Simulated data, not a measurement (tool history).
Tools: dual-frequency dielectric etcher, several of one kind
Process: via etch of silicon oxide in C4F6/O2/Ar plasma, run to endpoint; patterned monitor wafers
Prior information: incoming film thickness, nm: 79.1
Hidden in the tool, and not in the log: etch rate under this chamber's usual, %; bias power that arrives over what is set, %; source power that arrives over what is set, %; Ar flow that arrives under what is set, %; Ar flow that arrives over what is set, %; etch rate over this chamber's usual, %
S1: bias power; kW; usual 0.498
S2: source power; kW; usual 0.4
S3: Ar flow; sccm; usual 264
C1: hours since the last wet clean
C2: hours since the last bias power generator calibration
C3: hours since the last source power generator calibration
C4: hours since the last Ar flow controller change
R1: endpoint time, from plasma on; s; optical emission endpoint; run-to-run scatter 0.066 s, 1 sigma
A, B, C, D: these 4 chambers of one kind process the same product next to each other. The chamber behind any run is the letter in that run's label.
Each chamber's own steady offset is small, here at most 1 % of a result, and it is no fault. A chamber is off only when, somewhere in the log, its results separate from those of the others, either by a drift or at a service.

run 1B hour=3.7 | S1=0.498 S2=0.4 S3=264 | C1=165.3 C2=1259.7 C3=856.7 C4=312.9 | R1=17.125
run 2A hour=7.9 | S1=0.498 S2=0.4 S3=264 | C1=340.9 C2=2636 C3=1003.4 C4=2491 | R1=17.213
run 3D hour=9.8 | S1=0.498 S2=0.4 S3=264 | C1=252.3 C2=2148.2 C3=856.5 C4=4356.2 | R1=17.307
run 4C hour=13.2 | S1=0.498 S2=0.4 S3=264 | C1=313.8 C2=1666.6 C3=1115 C4=2347.9 | R1=17.303
run 5C hour=16.6 | S1=0.498 S2=0.4 S3=264 | C1=317.2 C2=1670 C3=1118.4 C4=2351.3 | R1=17.276
run 6B hour=18.7 | S1=0.615 S2=0.4 S3=264 | C1=180.3 C2=1274.7 C3=871.7 C4=327.9 | R1=15.864
run 7A hour=21.5 | S1=0.615 S2=0.4 S3=264 | C1=354.5 C2=2649.6 C3=1017 C4=2504.6 | R1=15.975
run 8D hour=25.8 | S1=0.615 S2=0.4 S3=264 | C1=268.3 C2=2164.2 C3=872.5 C4=4372.2 | R1=16.034
run 9D hour=29 | S1=0.615 S2=0.4 S3=264 | C1=271.5 C2=2167.4 C3=875.7 C4=4375.4 | R1=16.088
run 10C hour=31.4 | S1=0.498 S2=0.4 S3=264 | C1=332 C2=1684.8 C3=1133.2 C4=2366.1 | R1=17.304
run 11A hour=33.8 | S1=0.498 S2=0.4 S3=264 | C1=366.8 C2=2661.9 C3=1029.3 C4=2516.9 | R1=17.295
run 12B hour=36 | S1=0.498 S2=0.4 S3=264 | C1=197.6 C2=1292 C3=889 C4=345.2 | R1=17.238
run 13C hour=38.3 | S1=0.498 S2=0.4 S3=264 | C1=338.9 C2=1691.7 C3=1140.1 C4=2373 | R1=17.254
run 14B hour=41.6 | S1=0.498 S2=0.4 S3=264 | C1=203.2 C2=1297.6 C3=894.6 C4=350.8 | R1=17.127
run 15A hour=43.8 | S1=0.498 S2=0.4 S3=264 | C1=376.8 C2=2671.9 C3=1039.3 C4=2526.9 | R1=17.546
run 16D hour=47.4 | S1=0.498 S2=0.4 S3=264 | C1=289.9 C2=2185.8 C3=894.1 C4=4393.8 | R1=17.194
run 17A hour=49.5 | S1=0.498 S2=0.4 S3=264 | C1=382.5 C2=2677.6 C3=1045 C4=2532.6 | R1=17.528
run 18B hour=51.9 | S1=0.498 S2=0.4 S3=264 | C1=213.5 C2=1307.9 C3=904.9 C4=361.1 | R1=17.186
run 19C hour=54.6 | S1=0.498 S2=0.35 S3=238 | C1=355.2 C2=1708 C3=1156.4 C4=2389.3 | R1=17.945
run 20D hour=56.5 | S1=0.498 S2=0.35 S3=238 | C1=299 C2=2194.9 C3=903.2 C4=4402.9 | R1=17.902
run 21C hour=59.3 | S1=0.498 S2=0.35 S3=238 | C1=359.9 C2=1712.7 C3=1161.1 C4=2394 | R1=17.988
run 22D hour=63.2 | S1=0.498 S2=0.35 S3=238 | C1=305.7 C2=2201.6 C3=909.9 C4=4409.6 | R1=18.037
run 23B hour=66 | S1=0.498 S2=0.4 S3=319 | C1=227.6 C2=1322 C3=919 C4=375.2 | R1=17.487
run 24A hour=69.2 | S1=0.498 S2=0.4 S3=319 | C1=402.2 C2=2697.3 C3=1064.7 C4=2552.3 | R1=18.077
run 25C hour=72.8 | S1=0.498 S2=0.4 S3=319 | C1=373.4 C2=1726.2 C3=1174.6 C4=2407.5 | R1=17.671
run 26B hour=75.9 | S1=0.498 S2=0.4 S3=319 | C1=237.5 C2=1331.9 C3=928.9 C4=385.1 | R1=17.538
run 27A hour=79.8 | S1=0.498 S2=0.4 S3=264 | C1=412.8 C2=2707.9 C3=1075.3 C4=2562.9 | R1=17.689
run 28D hour=82.7 | S1=0.599 S2=0.4 S3=264 | C1=325.2 C2=2221.1 C3=929.4 C4=4429.1 | R1=16.127
run 29A hour=86.9 | S1=0.599 S2=0.4 S3=264 | C1=419.9 C2=2715 C3=1082.4 C4=2570 | R1=16.607
run 30D hour=90.1 | S1=0.599 S2=0.4 S3=264 | C1=332.6 C2=2228.5 C3=936.8 C4=4436.5 | R1=16.101
run 31C hour=92.2 | S1=0.599 S2=0.4 S3=264 | C1=392.8 C2=1745.6 C3=1194 C4=2426.9 | R1=16.167
run 32B hour=94.6 | S1=0.498 S2=0.4 S3=264 | C1=256.2 C2=1350.6 C3=947.6 C4=403.8 | R1=17.089
run 33D hour=98.1 | S1=0.498 S2=0.4 S3=264 | C1=340.6 C2=2236.5 C3=944.8 C4=4444.5 | R1=17.375
run 34A hour=100.8 | S1=0.498 S2=0.4 S3=264 | C1=433.8 C2=2728.9 C3=1096.3 C4=2583.9 | R1=18.005

All 4 chambers run these settings next. Forecast each chamber's results:
run 35A hour=103.9 | S1=0.498 S2=0.4 S3=264 | R1=?
run 35B hour=103.9 | S1=0.498 S2=0.4 S3=264 | R1=?
run 35C hour=103.9 | S1=0.498 S2=0.4 S3=264 | R1=?
run 35D hour=103.9 | S1=0.498 S2=0.4 S3=264 | R1=?

run=35A R1=17.964
run=35B R1=17.236
run=35C R1=17.239
run=35D R1=17.332
